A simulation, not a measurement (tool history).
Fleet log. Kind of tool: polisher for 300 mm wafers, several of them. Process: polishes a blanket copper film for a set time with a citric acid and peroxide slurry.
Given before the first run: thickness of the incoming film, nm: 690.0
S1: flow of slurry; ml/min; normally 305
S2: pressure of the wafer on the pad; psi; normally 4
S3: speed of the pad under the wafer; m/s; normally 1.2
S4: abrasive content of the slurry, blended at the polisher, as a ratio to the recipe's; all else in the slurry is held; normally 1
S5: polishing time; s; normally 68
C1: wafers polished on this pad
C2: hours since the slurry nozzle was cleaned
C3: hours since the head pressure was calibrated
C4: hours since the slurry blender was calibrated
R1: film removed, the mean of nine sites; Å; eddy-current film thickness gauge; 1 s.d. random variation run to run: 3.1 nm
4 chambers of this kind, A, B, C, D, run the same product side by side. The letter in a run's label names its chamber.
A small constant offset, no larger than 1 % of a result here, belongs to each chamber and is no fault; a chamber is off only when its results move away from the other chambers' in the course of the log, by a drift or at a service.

{"run": "1B", "hour": 6.7, "S1": 305, "S2": 4, "S3": 1.2, "S4": 1, "S5": 68, "C1": 74, "C2": 122.7, "C3": 500.5, "C4": 143.9, "R1": 2144.7}
{"hour": 19.1, "done": "chamber A: head pressure recalibrated"}
{"run": "2A", "hour": 19.6, "S1": 305, "S2": 4, "S3": 1.2, "S4": 1, "S5": 68, "C1": 952, "C2": 75.7, "C3": 0.6, "C4": 146.8, "R1": 2180.5}
{"run": "3D", "hour": 26.4, "S1": 305, "S2": 4, "S3": 1.2, "S4": 1, "S5": 68, "C1": 865, "C2": 467.4, "C3": 397.5, "C4": 110.5, "R1": 2174.6}
{"hour": 36.3, "done": "chamber C: worn pad replaced by a new one"}
{"run": "4C", "hour": 38.2, "S1": 305, "S2": 4, "S3": 1.2, "S4": 1, "S5": 68, "C1": 20, "C2": 491, "C3": 408.4, "C4": 175.5, "R1": 2165.1}
{"run": "5D", "hour": 50.8, "S1": 305, "S2": 4, "S3": 1.2, "S4": 1, "S5": 68, "C1": 1122, "C2": 491.8, "C3": 421.9, "C4": 134.9, "R1": 2147.4}
{"hour": 56.5, "done": "chamber A: slurry blender recalibrated"}
{"run": "6A", "hour": 58.7, "S1": 305, "S2": 4, "S3": 1.2, "S4": 1, "S5": 68, "C1": 1363, "C2": 114.8, "C3": 39.7, "C4": 2.3, "R1": 2186}
{"run": "7C", "hour": 69.3, "S1": 345, "S2": 4, "S3": 1.2, "S4": 1.15, "S5": 68, "C1": 347, "C2": 522.1, "C3": 439.5, "C4": 206.6, "R1": 2244.5}
{"hour": 75.1, "done": "chamber A: worn pad replaced by a new one"}
{"run": "8B", "hour": 75.8, "S1": 345, "S2": 4, "S3": 1.2, "S4": 1.15, "S5": 68, "C1": 801, "C2": 191.8, "C3": 569.6, "C4": 213, "R1": 2191.6}
{"hour": 81.4, "done": "chamber B: worn pad replaced by a new one"}
{"run": "9B", "hour": 86.1, "S1": 345, "S2": 4, "S3": 1.2, "S4": 1.15, "S5": 68, "C1": 49, "C2": 202.1, "C3": 579.9, "C4": 223.3, "R1": 2188.5}
{"run": "10C", "hour": 94.7, "S1": 345, "S2": 4, "S3": 1.2, "S4": 1.15, "S5": 68, "C1": 614, "C2": 547.5, "C3": 464.9, "C4": 232, "R1": 2302.6}
{"hour": 99.6, "done": "chamber C: slurry blender recalibrated"}
{"run": "11A", "hour": 108.0, "S1": 225, "S2": 4, "S3": 1.34, "S4": 1, "S5": 68, "C1": 346, "C2": 164.1, "C3": 89, "C4": 51.6, "R1": 2286.8}
{"hour": 109.5, "done": "chamber B: slurry nozzle cleaned"}
{"run": "12D", "hour": 115.1, "S1": 225, "S2": 4, "S3": 1.34, "S4": 1, "S5": 68, "C1": 1798, "C2": 556.1, "C3": 486.2, "C4": 199.2, "R1": 2271.6}
{"run": "13A", "hour": 126.9, "S1": 225, "S2": 4, "S3": 1.34, "S4": 1, "S5": 68, "C1": 544, "C2": 183, "C3": 107.9, "C4": 70.5, "R1": 2333.3}
{"run": "14D", "hour": 137.5, "S1": 225, "S2": 4, "S3": 1.34, "S4": 1, "S5": 68, "C1": 2033, "C2": 578.5, "C3": 508.6, "C4": 221.6, "R1": 2260}
{"hour": 141.7, "done": "chamber B: slurry blender recalibrated"}
{"run": "15B", "hour": 148.8, "S1": 305, "S2": 4, "S3": 1.2, "S4": 1, "S5": 68, "C1": 708, "C2": 39.4, "C3": 642.6, "C4": 7.2, "R1": 2139.7}
{"run": "16C", "hour": 159.9, "S1": 305, "S2": 4, "S3": 1.2, "S4": 1, "S5": 68, "C1": 1300, "C2": 612.7, "C3": 530.1, "C4": 60.3, "R1": 2169.1}
{"hour": 163.1, "done": "chamber C: worn pad replaced by a new one"}
{"run": "17C", "hour": 169.0, "S1": 305, "S2": 4, "S3": 1.2, "S4": 1, "S5": 68, "C1": 62, "C2": 621.8, "C3": 539.2, "C4": 69.4, "R1": 2157.7}
{"hour": 172.6, "done": "chamber B: worn pad replaced by a new one"}
{"run": "18A", "hour": 179.0, "S1": 305, "S2": 4, "S3": 1.2, "S4": 1, "S5": 68, "C1": 1092, "C2": 235.1, "C3": 160, "C4": 122.6, "R1": 2125.6}
{"hour": 187.4, "done": "chamber A: slurry nozzle cleaned"}
{"run": "19D", "hour": 191.2, "S1": 305, "S2": 4, "S3": 1.2, "S4": 1, "S5": 68, "C1": 2598, "C2": 632.2, "C3": 562.3, "C4": 275.3, "R1": 2038}
{"run": "20B", "hour": 199.2, "S1": 305, "S2": 4, "S3": 1.2, "S4": 1, "S5": 68, "C1": 280, "C2": 89.8, "C3": 693, "C4": 57.6, "R1": 2107.8}
{"run": "21B", "hour": 208.0, "S1": 305, "S2": 4, "S3": 1.2, "S4": 1, "S5": 68, "C1": 373, "C2": 98.6, "C3": 701.8, "C4": 66.4, "R1": 2102.8}
{"run": "22A", "hour": 214.1, "S1": 305, "S2": 4, "S3": 1.5, "S4": 1.15, "S5": 68, "C1": 1461, "C2": 26.7, "C3": 195.1, "C4": 157.7, "R1": 2705}
{"hour": 217.7, "done": "chamber A: worn pad replaced by a new one"}
{"run": "23C", "hour": 225.3, "S1": 305, "S2": 4, "S3": 1.5, "S4": 1.15, "S5": 68, "C1": 654, "C2": 678.1, "C3": 595.5, "C4": 125.7, "R1": 2738.7}
{"run": "24D", "hour": 235.1, "S1": 305, "S2": 4, "S3": 1.5, "S4": 1.15, "S5": 68, "C1": 3060, "C2": 676.1, "C3": 606.2, "C4": 319.2, "R1": 2641.6}
{"hour": 242.4, "done": "chamber A: slurry blender recalibrated"}
{"hour": 243.9, "done": "chamber D: head pressure recalibrated"}
{"run": "25A", "hour": 246.2, "S1": 305, "S2": 4, "S3": 1.5, "S4": 1.15, "S5": 68, "C1": 300, "C2": 58.8, "C3": 227.2, "C4": 3.9, "R1": 2715.2}
{"run": "26B", "hour": 255.0, "S1": 305, "S2": 4, "S3": 1.2, "S4": 1, "S5": 68, "C1": 867, "C2": 145.6, "C3": 748.8, "C4": 113.4, "R1": 2123.8}
{"hour": 259.7, "done": "chamber B: worn pad replaced by a new one"}
{"run": "27C", "hour": 264.6, "S1": 305, "S2": 4, "S3": 1.2, "S4": 1, "S5": 68, "C1": 1067, "C2": 717.4, "C3": 634.8, "C4": 165, "R1": 2137.8}
{"hour": 269.6, "done": "chamber C: slurry nozzle cleaned"}
{"run": "28D", "hour": 276.5, "S1": 305, "S2": 4, "S3": 1.2, "S4": 1, "S5": 68, "C1": 3495, "C2": 717.5, "C3": 32.7, "C4": 360.6, "R1": 1951.2}
{"hour": 280.7, "done": "chamber D: slurry blender recalibrated"}
{"run": "29B", "hour": 282.5, "S1": 305, "S2": 4, "S3": 1.2, "S4": 1, "S5": 68, "C1": 240, "C2": 173.1, "C3": 776.3, "C4": 140.9, "R1": 2132.4}
{"hour": 287.7, "done": "chamber C: worn pad replaced by a new one"}
{"run": "30C", "hour": 289.4, "S1": 305, "S2": 4, "S3": 1.2, "S4": 1, "S5": 68, "C1": 18, "C2": 19.9, "C3": 659.6, "C4": 189.8, "R1": 2069}
{"hour": 295.6, "done": "chamber D: slurry nozzle cleaned"}
{"run": "31A", "hour": 295.8, "S1": 305, "S2": 4, "S3": 1.2, "S4": 1, "S5": 68, "C1": 821, "C2": 108.4, "C3": 276.8, "C4": 53.5, "R1": 2148.6}
{"run": "32D", "hour": 304.5, "S1": 305, "S2": 4, "S3": 1.2, "S4": 1, "S5": 68, "C1": 3789, "C2": 8.9, "C3": 60.7, "C4": 23.9, "R1": 1942.5}
{"run": "33A", "hour": 313.8, "S1": 305, "S2": 4, "S3": 1.2, "S4": 1, "S5": 77, "C1": 1010, "C2": 126.4, "C3": 294.8, "C4": 71.5, "R1": 2369}

Next, every chamber runs the same settings. What will each give?
{"run": "34A", "hour": 323.4, "S1": 305, "S2": 4, "S3": 1.2, "S4": 1, "S5": 83, "R1": "?"}
{"run": "34B", "hour": 323.4, "S1": 305, "S2": 4, "S3": 1.2, "S4": 1, "S5": 83, "R1": "?"}
{"run": "34C", "hour": 323.4, "S1": 305, "S2": 4, "S3": 1.2, "S4": 1, "S5": 83, "R1": "?"}
{"run": "34D", "hour": 323.4, "S1": 305, "S2": 4, "S3": 1.2, "S4": 1, "S5": 83, "R1": "?"}

run=34A R1=2551.9
run=34B R1=2577.4
run=34C R1=2560.9
run=34D R1=2323.2
